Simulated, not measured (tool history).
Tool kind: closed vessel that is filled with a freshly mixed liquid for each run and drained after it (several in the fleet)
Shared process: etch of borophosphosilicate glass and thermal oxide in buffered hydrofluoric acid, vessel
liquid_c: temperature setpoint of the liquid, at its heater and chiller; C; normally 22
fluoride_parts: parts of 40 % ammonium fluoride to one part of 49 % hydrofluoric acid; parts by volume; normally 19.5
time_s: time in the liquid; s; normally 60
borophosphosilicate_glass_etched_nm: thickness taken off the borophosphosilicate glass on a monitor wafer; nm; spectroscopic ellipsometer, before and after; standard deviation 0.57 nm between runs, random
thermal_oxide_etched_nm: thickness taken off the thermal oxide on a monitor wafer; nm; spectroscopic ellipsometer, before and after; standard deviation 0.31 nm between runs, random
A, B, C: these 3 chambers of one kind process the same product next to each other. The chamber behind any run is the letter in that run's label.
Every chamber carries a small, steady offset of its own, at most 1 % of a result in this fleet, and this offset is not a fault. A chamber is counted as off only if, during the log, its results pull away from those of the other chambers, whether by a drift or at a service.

run   hour  liquid_c  fluoride_parts  time_s  read-back film thickness of the borophosphosilicate glass reference wafer, read on the same gauge (nm)  read-back film thickness of the thermal oxide reference wafer, read on the same gauge (nm)  borophosphosilicate_glass_etched_nm  thermal_oxide_etched_nm
 1C    5.0        22            19.5      60                                                                                                  130.00                                                                                      79.984                               74.116                   31.419
 2B   13.4        22            19.5      60                                                                                                  130.05                                                                                      80.045                               74.124                   30.676
 3A   20.0        22            19.5      60                                                                                                  130.00                                                                                      80.017                               74.195                   30.849
 4A   29.8        22            19.5      60                                                                                                  130.02                                                                                      80.000                               74.531                   31.491
 5C   37.9        22            19.5      60                                                                                                  129.98                                                                                      80.007                               74.760                   31.197
 6B   46.7        22            19.5      60                                                                                                  129.99                                                                                      79.996                               73.789                   30.421
 7C   54.2        22            19.5      60                                                                                                  130.00                                                                                      80.000                               74.137                   30.905
 8A   64.6        22            19.5      75                                                                                                  130.01                                                                                      80.024                               93.080                   39.099
 9B   70.3        22            19.5      75                                                                                                  129.95                                                                                      79.973                               93.092                   38.388
10B   78.1        22            19.5      75                                                                                                  129.98                                                                                      80.009                               94.463                   38.282
11C   86.8        26            19.5      35                                                                                                  130.00                                                                                      79.967                               54.399                   22.596
12A   96.0        26            19.5      35                                                                                                  129.95                                                                                      80.007                               55.391                   22.904
13A  103.3        26            19.5      35                                                                                                  130.02                                                                                      80.003                               55.062                   23.099
14C  108.3        22            19.5      60                                                                                                  129.97                                                                                      80.017                               74.575                   31.356
15B  114.4        22            19.5      60                                                                                                  129.97                                                                                      80.011                               74.202                   31.105
16C  121.9        27            23.0      60                                                                                                  130.00                                                                                      79.989                               85.824                   36.327
17A  131.3        27            23.0      60                                                                                                  130.02                                                                                      79.986                               88.334                   37.336
18B  140.8        27            23.0      60                                                                                                  129.99                                                                                      80.015                               84.904                   35.371
19C  148.8        22            19.5      60                                                                                                  129.98                                                                                      79.989                               74.703                   31.442
20B  159.0        22            19.5      60                                                                                                  129.97                                                                                      79.996                               74.506                   30.649
21A  164.6        22            19.5      60                                                                                                  130.00                                                                                      79.986                               79.107                   33.178
22A  173.5        22            19.5      60                                                                                                  129.99                                                                                      80.033                               78.682                   32.952
23C  181.1        22            19.5      60                                                                                                  129.98                                                                                      80.000                               73.992                   31.324
24B  187.3        22            24.0      60                                                                                                  130.00                                                                                      79.974                               64.431                   26.750
25B  192.7        22            24.0      60                                                                                                  129.97                                                                                      79.970                               63.623                   27.057
26C  200.8        22            24.0      60                                                                                                  130.00                                                                                      79.988                               64.026                   26.376
27A  206.6        22            19.5      60                                                                                                  130.01                                                                                      79.988                               79.227                   32.919
28B  211.9        22            19.5      90                                                                                                  130.03                                                                                      80.024                              111.520                   46.591
29C  220.8        22            19.5      90                                                                                                  129.97                                                                                      79.950                              112.160                   46.864
30A  227.2        22            19.5      90                                                                                                  130.01                                                                                      79.980                              120.900                   49.831
31C  233.1        22            19.5      60                                                                                                  129.99                                                                                      79.963                               73.637                   30.919
32B  239.3        22            19.5      60                                                                                                  130.00                                                                                      79.988                               74.322                   30.665
33A  246.8        22            19.5      60                                                                                                  129.96                                                                                      79.997                               80.327                   33.322

Is one chamber out of step, is the gauge drifting, or do the chambers differ by no more than their own small offsets? For an off chamber, give its letter and the likeliest cause.

It is chamber A that slowly wanders off from its peers.
Likeliest cause: liquid hotter than its thermometer reads (K) = 1.52.
The log may not tell that from: hydrofluoric acid flow above the setpoint (%).

Chamber A could run next with any of the 4 candidate recipes listed below; each alters the usual settings, and their results appear as question marks. Which one brings its results back in line with what the other chambers deliver on the usual settings?
Counts as in line when no further than this from what the other chambers average on the usual settings: borophosphosilicate_glass_etched_nm 2.000 nm; thermal_oxide_etched_nm 1.100 nm
34A-1  255.0        17            14.5      55                                                                                                                                                                                                                                        ?                        ?
34A-2  255.0        23            20.0      60                                                                                                                                                                                                                                        ?                        ?
34A-3  255.0        29            26.0      55                                                                                                                                                                                                                                        ?                        ?
34A-4  255.0        21            19.0      60                                                                                                                                                                                                                                        ?                        ?

Usual-settings mean across the other chambers: borophosphosilicate_glass_etched_nm 74.430 nm; thermal_oxide_etched_nm 31.033 nm
  run  borophosphosilicate_glass_etched_nm  thermal_oxide_etched_nm
34A-1                               75.243                   31.616
34A-2                               82.982                   35.042
34A-3                               87.602                   37.119
34A-4                               78.267                   33.009
34A-1 is the one that brings the chamber's results back in line with the other chambers.
